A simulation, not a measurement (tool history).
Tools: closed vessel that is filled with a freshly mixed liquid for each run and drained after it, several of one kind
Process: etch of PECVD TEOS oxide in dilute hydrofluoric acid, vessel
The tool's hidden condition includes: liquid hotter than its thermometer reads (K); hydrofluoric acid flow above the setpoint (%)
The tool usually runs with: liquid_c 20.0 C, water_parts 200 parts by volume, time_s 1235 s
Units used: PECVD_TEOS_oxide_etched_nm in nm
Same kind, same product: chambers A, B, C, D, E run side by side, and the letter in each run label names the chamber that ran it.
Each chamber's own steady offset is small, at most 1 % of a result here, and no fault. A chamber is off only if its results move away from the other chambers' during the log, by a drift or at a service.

run    day  liquid_c  water_parts  time_s  hours since the thermometer was replaced  hours since the hydrofluoric acid flow meter was replaced  read-back film thickness of the PECVD TEOS oxide reference wafer, read on the same gauge (nm)  PECVD_TEOS_oxide_etched_nm
 1B  0.129      20.0          200    1235                                    1354.6                                                      546.5                                                                                         39.995                      47.940
 2A  0.254      20.0          200    1235                                    1008.7                                                     1952.3                                                                                         39.976                      48.297
 3C  0.383      20.0          200    1235                                     698.4                                                      972.4                                                                                         39.974                      47.315
 4E  0.579      20.0          200    1235                                    1227.2                                                      146.0                                                                                         40.007                      48.898
 5D  0.696      20.0          200    1235                                     227.6                                                      928.0                                                                                         39.985                      48.023
 6A  0.842      20.0          200    1235                                    1022.8                                                     1966.4                                                                                         40.021                      49.048
 7B  1.008      20.0          200    1235                                    1375.7                                                      567.6                                                                                         40.020                      47.788
 8E  1.183      20.0          200    1235                                    1241.7                                                      160.5                                                                                         40.022                      48.579
 9C  1.375      20.0          200    1235                                     722.2                                                      996.2                                                                                         39.987                      47.856
10D  1.583      20.0          200    1235                                     248.9                                                      949.3                                                                                         39.978                      48.051
11A  1.725      20.0          200    1235                                    1044.0                                                     1987.6                                                                                         40.003                      48.807
12C  1.854      20.0          200    1235                                     733.7                                                     1007.7                                                                                         40.000                      48.577
13D  2.008      20.0          200    1235                                     259.1                                                      959.5                                                                                         40.005                      47.872
14B  2.200      20.0          200    1235                                    1404.3                                                      596.2                                                                                         39.979                      48.674
15E  2.333      20.0          200    1235                                    1269.3                                                      188.1                                                                                         40.006                      48.400
16D  2.538      20.0          200    1235                                     271.8                                                      972.2                                                                                         39.999                      47.719
17C  2.712      20.0          200    1235                                     754.3                                                     1028.3                                                                                         40.012                      48.103
18A  2.904      20.0          200    1235                                    1072.3                                                     2015.9                                                                                         40.015                      48.194
19E  3.104      20.0          200    1235                                    1287.8                                                      206.6                                                                                         40.009                      48.223
20B  3.254      20.0          200    1235                                    1429.6                                                      621.5                                                                                         39.983                      48.516
21E  3.417      20.0          200    1235                                    1295.3                                                      214.1                                                                                         39.997                      48.528
22C  3.521      17.5          200    1850                                     773.7                                                     1047.7                                                                                         40.009                      65.470
23A  3.671      17.5          200    1850                                    1090.7                                                     2034.3                                                                                         40.009                      65.817
24B  3.808      17.5          200    1850                                    1442.9                                                      634.8                                                                                         39.971                      67.328
25D  3.988      17.5          200    1850                                     306.6                                                     1007.0                                                                                         40.006                      65.011
26B  4.079      17.5          200    1850                                    1449.4                                                      641.3                                                                                         40.028                      66.265
27E  4.171      20.0          200    1235                                    1313.4                                                      232.2                                                                                         39.987                      48.461
28D  4.296      24.5          200    1235                                     314.0                                                     1014.4                                                                                         39.997                      57.374
29C  4.383      24.5          200    1235                                     794.4                                                     1068.4                                                                                         40.022                      56.250
30A  4.492      24.5          200    1235                                    1110.4                                                     2054.0                                                                                         40.034                      58.611
31E  4.650      24.5          200    1235                                    1324.9                                                      243.7                                                                                         39.983                      57.501
32C  4.850      24.5          200    1235                                     805.6                                                     1079.6                                                                                         39.994                      56.907
     4.933  -- chamber A: hydrofluoric acid flow meter replaced
33A  5.054      20.0          200    1235                                    1123.9                                                        2.9                                                                                         40.023                      49.436
34B  5.217      20.0          200    1235                                    1476.7                                                      668.6                                                                                         40.024                      50.513
35D  5.392      20.0          200    1235                                     340.3                                                     1040.7                                                                                         40.018                      48.264
36D  5.575      20.0          200    1235                                     344.7                                                     1045.1                                                                                         40.013                      47.300
37B  5.742      20.0          200    1235                                    1489.3                                                      681.2                                                                                         40.009                      50.760
38A  5.925      20.0          200    1235                                    1144.8                                                       23.8                                                                                         40.028                      48.336
39C  6.075      20.0          200    1235                                     835.0                                                     1109.0                                                                                         40.007                      48.781
40E  6.262      20.0          200    1235                                    1363.6                                                      282.4                                                                                         40.020                      47.975
41C  6.450      20.0          120     730                                     844.0                                                     1118.0                                                                                         40.026                      51.112
42D  6.633      20.0          120     730                                     370.1                                                     1070.5                                                                                         39.999                      51.268

Next, all 5 chambers run the settings below, one line each with question marks for the results. What does each chamber give?
43A  6.783      17.0          200    1235                                                                                                                                                                                                                               ?
43B  6.783      17.0          200    1235                                                                                                                                                                                                                               ?
43C  6.783      17.0          200    1235                                                                                                                                                                                                                               ?
43D  6.783      17.0          200    1235                                                                                                                                                                                                                               ?
43E  6.783      17.0          200    1235                                                                                                                                                                                                                               ?

run  PECVD_TEOS_oxide_etched_nm
43A                      42.612
43B                      45.371
43C                      42.839
43D                      42.809
43E                      42.319
